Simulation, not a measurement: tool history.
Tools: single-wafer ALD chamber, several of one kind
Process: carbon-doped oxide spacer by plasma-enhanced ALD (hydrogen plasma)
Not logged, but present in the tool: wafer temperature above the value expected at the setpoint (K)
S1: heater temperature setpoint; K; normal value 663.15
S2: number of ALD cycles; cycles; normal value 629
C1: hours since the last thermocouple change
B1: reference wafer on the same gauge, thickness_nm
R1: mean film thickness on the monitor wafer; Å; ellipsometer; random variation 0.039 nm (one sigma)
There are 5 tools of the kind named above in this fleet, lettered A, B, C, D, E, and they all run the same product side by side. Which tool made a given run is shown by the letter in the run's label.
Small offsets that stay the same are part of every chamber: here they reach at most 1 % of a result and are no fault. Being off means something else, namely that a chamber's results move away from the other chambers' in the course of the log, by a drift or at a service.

run 1E hour=13.1 | S1=663.15 S2=629 | C1=992.7 | B1=36.006 | R1=316.6
run 2D hour=22.8 | S1=663.15 S2=629 | C1=1709.1 | B1=36.022 | R1=315.47
run 3C hour=37.9 | S1=663.15 S2=629 | C1=962.1 | B1=36.007 | R1=311.47
run 4A hour=45.1 | S1=663.15 S2=629 | C1=69.2 | B1=36.01 | R1=315.36
run 5B hour=55.1 | S1=656.15 S2=577 | C1=1875.2 | B1=36.014 | R1=290.77
run 6B hour=69.1 | S1=656.15 S2=577 | C1=1889.2 | B1=36.032 | R1=289.64
run 7A hour=83.6 | S1=656.15 S2=577 | C1=107.7 | B1=36.045 | R1=289.35
run 8C hour=93.5 | S1=656.15 S2=577 | C1=1017.7 | B1=36.036 | R1=286.02
run 9E hour=108.4 | S1=656.15 S2=577 | C1=1088 | B1=36.031 | R1=290.68
run 10D hour=116.1 | S1=663.15 S2=629 | C1=1802.4 | B1=36.041 | R1=317.32
run 11B hour=124.4 | S1=663.15 S2=629 | C1=1944.5 | B1=36.041 | R1=316.2
run 12A hour=131.7 | S1=663.15 S2=629 | C1=155.8 | B1=36.043 | R1=315.94
run 13C hour=144 | S1=663.15 S2=629 | C1=1068.2 | B1=36.058 | R1=312.81
run 14E hour=158.9 | S1=663.15 S2=629 | C1=1138.5 | B1=36.058 | R1=317.19
run 15D hour=168.9 | S1=676.15 S2=729 | C1=1855.2 | B1=36.06 | R1=363.08
run 16C hour=175.7 | S1=676.15 S2=729 | C1=1099.9 | B1=36.058 | R1=359.15
run 17A hour=187.7 | S1=676.15 S2=729 | C1=211.8 | B1=36.076 | R1=362.98
run 18D hour=199.8 | S1=676.15 S2=729 | C1=1886.1 | B1=36.074 | R1=362.37
run 19E hour=209.8 | S1=676.15 S2=729 | C1=1189.4 | B1=36.077 | R1=365.72
run 20B hour=219.9 | S1=663.15 S2=629 | C1=2040 | B1=36.08 | R1=316.63
run 21E hour=232.2 | S1=663.15 S2=629 | C1=1211.8 | B1=36.086 | R1=317.69
run 22B hour=246.2 | S1=663.15 S2=629 | C1=2066.3 | B1=36.083 | R1=317.45
-- hour=257 chamber C: thermocouple changed; heater temperature recalibrated
run 23D hour=261.1 | S1=663.15 S2=629 | C1=1947.4 | B1=36.094 | R1=317.04
run 24A hour=274.9 | S1=663.15 S2=629 | C1=299 | B1=36.093 | R1=316.31
run 25C hour=289.2 | S1=663.15 S2=629 | C1=32.2 | B1=36.091 | R1=312.72
run 26A hour=303.8 | S1=674.15 S2=703 | C1=327.9 | B1=36.115 | R1=352.68
run 27D hour=317.1 | S1=674.15 S2=703 | C1=2003.4 | B1=36.101 | R1=352.75
run 28C hour=327.9 | S1=674.15 S2=703 | C1=70.9 | B1=36.127 | R1=349.14
run 29E hour=337.9 | S1=674.15 S2=703 | C1=1317.5 | B1=36.126 | R1=353.9
run 30B hour=347.3 | S1=674.15 S2=703 | C1=2167.4 | B1=36.119 | R1=353.09
run 31A hour=359.6 | S1=663.15 S2=629 | C1=383.7 | B1=36.134 | R1=317.26
run 32E hour=372.8 | S1=659.15 S2=629 | C1=1352.4 | B1=36.123 | R1=317.51
run 33D hour=382.3 | S1=659.15 S2=629 | C1=2068.6 | B1=36.138 | R1=316.91
run 34C hour=389.7 | S1=659.15 S2=629 | C1=132.7 | B1=36.133 | R1=313.87
run 35B hour=402.6 | S1=659.15 S2=629 | C1=2222.7 | B1=36.139 | R1=317.25
run 36D hour=416.5 | S1=659.15 S2=629 | C1=2102.8 | B1=36.15 | R1=316.81
run 37C hour=423.4 | S1=663.15 S2=629 | C1=166.4 | B1=36.152 | R1=313.84
run 38E hour=435 | S1=663.15 S2=629 | C1=1414.6 | B1=36.157 | R1=318.36
run 39B hour=444.8 | S1=663.15 S2=629 | C1=2264.9 | B1=36.149 | R1=317.3
run 40A hour=454.3 | S1=663.15 S2=629 | C1=478.4 | B1=36.164 | R1=317.77
run 41D hour=465.7 | S1=663.15 S2=629 | C1=2152 | B1=36.178 | R1=317.48
-- hour=466.8 chamber E: thermocouple changed; heater temperature recalibrated
run 42C hour=479.9 | S1=663.15 S2=629 | C1=222.9 | B1=36.18 | R1=313.41
run 43B hour=488.3 | S1=663.15 S2=629 | C1=2308.4 | B1=36.18 | R1=317.35
run 44E hour=501.1 | S1=663.15 S2=629 | C1=34.3 | B1=36.173 | R1=317.9

Next, every chamber runs the same settings. What will each give?
run 45A hour=512 | S1=649.15 S2=629 | R1=?
run 45B hour=512 | S1=649.15 S2=629 | R1=?
run 45C hour=512 | S1=649.15 S2=629 | R1=?
run 45D hour=512 | S1=649.15 S2=629 | R1=?
run 45E hour=512 | S1=649.15 S2=629 | R1=?

run=45A R1=316.87
run=45B R1=317.6
run=45C R1=313.58
run=45D R1=317.53
run=45E R1=318.16
